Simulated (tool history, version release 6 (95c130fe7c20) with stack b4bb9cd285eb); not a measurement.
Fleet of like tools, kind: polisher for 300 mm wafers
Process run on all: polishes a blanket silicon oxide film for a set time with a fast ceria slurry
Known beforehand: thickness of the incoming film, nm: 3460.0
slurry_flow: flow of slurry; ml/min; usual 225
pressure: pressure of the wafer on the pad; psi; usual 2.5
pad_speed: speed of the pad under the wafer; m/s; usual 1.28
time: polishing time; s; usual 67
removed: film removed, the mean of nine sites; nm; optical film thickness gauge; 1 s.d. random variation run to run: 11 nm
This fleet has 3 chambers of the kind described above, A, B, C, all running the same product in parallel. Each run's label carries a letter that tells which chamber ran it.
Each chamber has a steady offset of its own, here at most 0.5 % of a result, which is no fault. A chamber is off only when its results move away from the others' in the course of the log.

{"hour": 6.4, "done": "chamber C: worn pad replaced by a new one"}
{"run": "1B", "hour": 6.9, "slurry_flow": 225, "pressure": 2.5, "pad_speed": 1.28, "time": 67, "removed": 1020.1}
{"run": "2A", "hour": 12.1, "slurry_flow": 225, "pressure": 2.5, "pad_speed": 1.28, "time": 67, "removed": 1051.1}
{"hour": 18.5, "done": "chamber A: worn pad replaced by a new one"}
{"run": "3C", "hour": 20.0, "slurry_flow": 225, "pressure": 2.5, "pad_speed": 1.28, "time": 67, "removed": 1040.7}
{"run": "4A", "hour": 30.4, "slurry_flow": 225, "pressure": 2.5, "pad_speed": 1.28, "time": 67, "removed": 1048.8}
{"run": "5B", "hour": 40.6, "slurry_flow": 225, "pressure": 2.5, "pad_speed": 1.28, "time": 67, "removed": 1017.3}
{"hour": 44.2, "done": "chamber B: head pressure recalibrated"}
{"run": "6C", "hour": 45.1, "slurry_flow": 225, "pressure": 2.5, "pad_speed": 1.28, "time": 67, "removed": 1035.1}
{"run": "7A", "hour": 51.1, "slurry_flow": 225, "pressure": 2.5, "pad_speed": 1.28, "time": 67, "removed": 1042.3}
{"run": "8B", "hour": 59.2, "slurry_flow": 225, "pressure": 2.5, "pad_speed": 1.28, "time": 67, "removed": 1032.3}
{"run": "9C", "hour": 67.6, "slurry_flow": 225, "pressure": 2.5, "pad_speed": 0.98, "time": 74, "removed": 866.52}
{"run": "10C", "hour": 73.2, "slurry_flow": 225, "pressure": 2.5, "pad_speed": 0.98, "time": 74, "removed": 891.03}
{"run": "11B", "hour": 81.2, "slurry_flow": 225, "pressure": 2.5, "pad_speed": 0.98, "time": 74, "removed": 855.56}
{"run": "12A", "hour": 88.5, "slurry_flow": 225, "pressure": 2.5, "pad_speed": 1.58, "time": 67, "removed": 1278}
{"run": "13C", "hour": 95.8, "slurry_flow": 225, "pressure": 2.5, "pad_speed": 1.58, "time": 67, "removed": 1270.3}
{"hour": 98.1, "done": "chamber A: worn pad replaced by a new one"}
{"run": "14B", "hour": 102.9, "slurry_flow": 225, "pressure": 2.5, "pad_speed": 1.58, "time": 67, "removed": 1238}
{"run": "15A", "hour": 110.3, "slurry_flow": 225, "pressure": 2.5, "pad_speed": 1.28, "time": 67, "removed": 1034.7}
{"run": "16B", "hour": 118.0, "slurry_flow": 225, "pressure": 2.1, "pad_speed": 1.28, "time": 67, "removed": 837.84}
{"hour": 123.7, "done": "chamber B: slurry nozzle cleaned"}
{"run": "17C", "hour": 124.2, "slurry_flow": 225, "pressure": 2.1, "pad_speed": 1.28, "time": 67, "removed": 889.13}
{"run": "18A", "hour": 130.7, "slurry_flow": 225, "pressure": 2.1, "pad_speed": 1.28, "time": 67, "removed": 874.81}
{"run": "19C", "hour": 136.0, "slurry_flow": 225, "pressure": 2.5, "pad_speed": 1.28, "time": 67, "removed": 1056.2}
{"run": "20B", "hour": 142.8, "slurry_flow": 225, "pressure": 2.5, "pad_speed": 1.28, "time": 67, "removed": 973.23}
{"run": "21A", "hour": 152.7, "slurry_flow": 225, "pressure": 2.5, "pad_speed": 1.28, "time": 67, "removed": 1031.4}
{"hour": 156.6, "done": "chamber C: worn pad replaced by a new one"}
{"run": "22A", "hour": 159.4, "slurry_flow": 225, "pressure": 2.5, "pad_speed": 1.28, "time": 67, "removed": 1040.2}
{"run": "23B", "hour": 164.7, "slurry_flow": 225, "pressure": 2.5, "pad_speed": 1.28, "time": 67, "removed": 955.88}
{"hour": 171.5, "done": "chamber A: worn pad replaced by a new one"}
{"run": "24C", "hour": 174.9, "slurry_flow": 225, "pressure": 2.5, "pad_speed": 1.28, "time": 67, "removed": 1052.4}
{"run": "25C", "hour": 182.2, "slurry_flow": 225, "pressure": 2.5, "pad_speed": 1.28, "time": 67, "removed": 1052.1}
{"run": "26A", "hour": 188.0, "slurry_flow": 225, "pressure": 2.5, "pad_speed": 1.28, "time": 67, "removed": 1039.9}
{"run": "27B", "hour": 196.4, "slurry_flow": 225, "pressure": 2.5, "pad_speed": 1.28, "time": 67, "removed": 937.14}

Does one chamber stand apart from the rest, does the shared gauge drift, or is all well apart from small per-chamber offsets? Give the chamber and the most likely cause, where there is one.

It is chamber B that slowly wanders off from its peers.
What lies behind it: removal rate lost through wear of the pad, % = 11.6.
The log may not tell that from: head's pressure below its setpoint, %.

Chamber B could run next with any of the 4 candidate recipes listed below; each alters the usual settings, and their results appear as question marks. Which one brings its results back in line with what the other chambers deliver on the usual settings?
In line means no further than this from the other chambers' mean on the usual settings: removed 40 nm
{"run": "28B-1", "hour": 203.8, "slurry_flow": 225, "pressure": 2.7, "pad_speed": 1.36, "time": 72, "removed": "?"}
{"run": "28B-2", "hour": 203.8, "slurry_flow": 225, "pressure": 2.4, "pad_speed": 1.24, "time": 64, "removed": "?"}
{"run": "28B-3", "hour": 203.8, "slurry_flow": 225, "pressure": 2.6, "pad_speed": 1.32, "time": 70, "removed": "?"}
{"run": "28B-4", "hour": 203.8, "slurry_flow": 220, "pressure": 2.5, "pad_speed": 1.14, "time": 60, "removed": "?"}

Usual-settings mean across the other chambers: removed 1037.2 nm
run=28B-1 removed=1127.4
run=28B-2 removed=813.87
run=28B-3 removed=1025.1
run=28B-4 removed=729
The answer is 28B-3, which returns the chamber to within the allowed miss of the others.
